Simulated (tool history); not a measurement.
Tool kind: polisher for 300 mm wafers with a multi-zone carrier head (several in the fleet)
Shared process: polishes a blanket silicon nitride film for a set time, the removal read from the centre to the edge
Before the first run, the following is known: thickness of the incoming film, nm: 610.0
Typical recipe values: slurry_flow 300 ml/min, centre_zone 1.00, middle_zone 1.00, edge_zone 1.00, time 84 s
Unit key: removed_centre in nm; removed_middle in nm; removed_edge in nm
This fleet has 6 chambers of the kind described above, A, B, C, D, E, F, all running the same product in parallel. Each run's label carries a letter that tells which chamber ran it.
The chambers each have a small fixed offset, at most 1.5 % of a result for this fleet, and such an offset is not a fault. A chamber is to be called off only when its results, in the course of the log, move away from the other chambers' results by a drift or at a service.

run	hour	slurry_flow	centre_zone	middle_zone	edge_zone	time	removed_centre	removed_middle	removed_edge
# hour 6.5: chamber D: worn pad replaced by a new one
# hour 12.5: chamber B: worn pad replaced by a new one
1D	14.7	300	1.00	1.00	1.00	84	151.76	153.53	155.11
2B	22.3	300	1.00	1.00	1.00	84	153.88	153.19	151.80
# hour 29.6: chamber D: centre zone pressure recalibrated
3A	32.1	300	1.00	1.00	1.00	84	153.43	154.77	158.41
# hour 34.7: chamber A: worn pad replaced by a new one
4E	43.7	300	1.00	1.00	1.00	84	153.07	152.65	154.00
# hour 46.5: chamber F: slurry nozzle cleaned
5C	53.2	300	1.00	1.00	1.00	84	151.66	153.73	154.18
6F	63.2	300	1.00	1.00	1.00	84	153.08	152.11	154.93
# hour 68.8: chamber E: worn pad replaced by a new one
7B	76.5	300	1.00	1.00	1.00	84	152.86	152.93	151.88
# hour 81.4: chamber E: edge zone pressure recalibrated
8E	86.9	300	1.00	1.00	1.00	84	155.26	153.15	157.05
# hour 88.6: chamber F: worn pad replaced by a new one
9A	97.8	300	1.00	1.00	1.00	84	155.82	152.95	153.66
10C	113.3	300	1.00	1.00	1.00	84	151.94	152.93	155.06
# hour 121.3: chamber C: worn pad replaced by a new one
11D	124.2	300	1.09	1.00	1.07	84	167.87	153.12	161.42
12F	139.6	300	1.09	1.00	1.07	84	165.24	153.11	159.90
# hour 142.8: chamber D: worn pad replaced by a new one
# hour 145.4: chamber B: worn pad replaced by a new one
13E	148.5	300	1.09	1.00	1.07	84	167.09	150.04	162.00
14F	161.6	300	1.09	1.00	1.07	84	166.57	153.07	160.76
# hour 164.4: chamber E: centre zone pressure recalibrated
# hour 168.2: chamber E: slurry nozzle cleaned
# hour 168.3: chamber B: edge zone pressure recalibrated
15D	177.3	300	1.09	1.00	1.07	84	169.97	153.35	161.08
# hour 184.6: chamber A: worn pad replaced by a new one
16B	188.9	300	1.09	1.00	1.07	84	170.89	151.80	158.61
# hour 193.1: chamber D: slurry nozzle cleaned
# hour 194.7: chamber F: worn pad replaced by a new one
17C	204.5	300	1.00	1.00	1.00	84	152.09	153.99	156.00
# hour 210.8: chamber A: slurry nozzle cleaned
# hour 211.4: chamber F: edge zone pressure recalibrated
18A	211.6	300	1.00	1.00	1.00	84	153.22	154.30	155.33
19B	226.8	300	1.00	1.00	1.00	84	154.79	151.07	152.93
20C	241.6	300	1.00	1.00	1.00	84	152.49	153.47	155.85
# hour 242.5: chamber E: worn pad replaced by a new one
# hour 242.5: chamber C: worn pad replaced by a new one
21D	255.8	300	1.00	1.00	1.00	84	152.35	152.74	155.84
# hour 264.8: chamber B: worn pad replaced by a new one
22F	265.2	300	1.00	1.00	1.00	84	152.22	152.35	152.33
23A	276.0	300	1.00	1.00	1.00	84	155.18	154.44	154.11
24E	287.1	240	1.00	1.11	1.00	84	147.32	162.91	150.76
25A	295.8	240	1.00	1.11	1.00	84	150.39	164.78	148.06
# hour 300.8: chamber C: slurry nozzle cleaned
# hour 301.6: chamber D: worn pad replaced by a new one
26E	308.5	240	1.00	1.11	1.00	84	148.06	164.50	151.98
# hour 311.5: chamber F: worn pad replaced by a new one
27C	317.6	240	1.00	1.11	1.00	84	147.65	166.01	149.81
# hour 321.8: chamber A: worn pad replaced by a new one
# hour 324.5: chamber C: centre zone pressure recalibrated
28B	324.6	240	1.00	1.11	1.00	84	149.20	163.62	149.80
29D	331.7	240	1.00	1.11	1.00	84	149.34	164.44	152.99
30F	341.5	300	1.00	1.00	1.07	71	128.08	131.44	138.44
# hour 343.7: chamber C: edge zone pressure recalibrated
31A	354.9	300	1.00	1.00	1.07	71	131.14	130.03	135.23
32E	369.0	300	1.00	1.00	1.07	71	128.83	128.57	136.20
# hour 370.4: chamber C: worn pad replaced by a new one
# hour 375.9: chamber B: worn pad replaced by a new one
33B	379.2	300	1.00	1.00	1.07	71	131.16	127.49	134.60
# hour 385.2: chamber B: slurry nozzle cleaned
34F	393.0	300	1.00	1.00	1.07	71	128.23	129.57	134.93
35C	402.7	300	1.00	1.00	1.07	71	129.38	129.76	135.14
36D	411.5	300	1.00	1.00	1.00	84	151.71	155.23	158.51
37B	425.9	245	1.00	1.00	1.00	84	149.68	147.56	151.62
38F	436.3	245	1.00	1.00	1.00	84	148.43	150.54	149.52
39A	445.5	245	1.00	1.00	1.00	84	149.16	151.03	152.51
40C	460.6	245	1.00	1.00	1.00	84	148.99	151.83	152.42

All chambers now run identical settings, listed one chamber a line with results as question marks. What results will each chamber show?
41A	471.9	300	1.00	1.00	1.00	111	?	?	?
41B	471.9	300	1.00	1.00	1.00	111	?	?	?
41C	471.9	300	1.00	1.00	1.00	111	?	?	?
41D	471.9	300	1.00	1.00	1.00	111	?	?	?
41E	471.9	300	1.00	1.00	1.00	111	?	?	?
41F	471.9	300	1.00	1.00	1.00	111	?	?	?

run	removed_centre	removed_middle	removed_edge
41A	204.02	204.38	199.92
41B	203.75	199.56	199.04
41C	200.61	204.97	206.26
41D	202.46	200.94	206.78
41E	198.52	200.16	206.36
41F	201.12	203.01	203.89
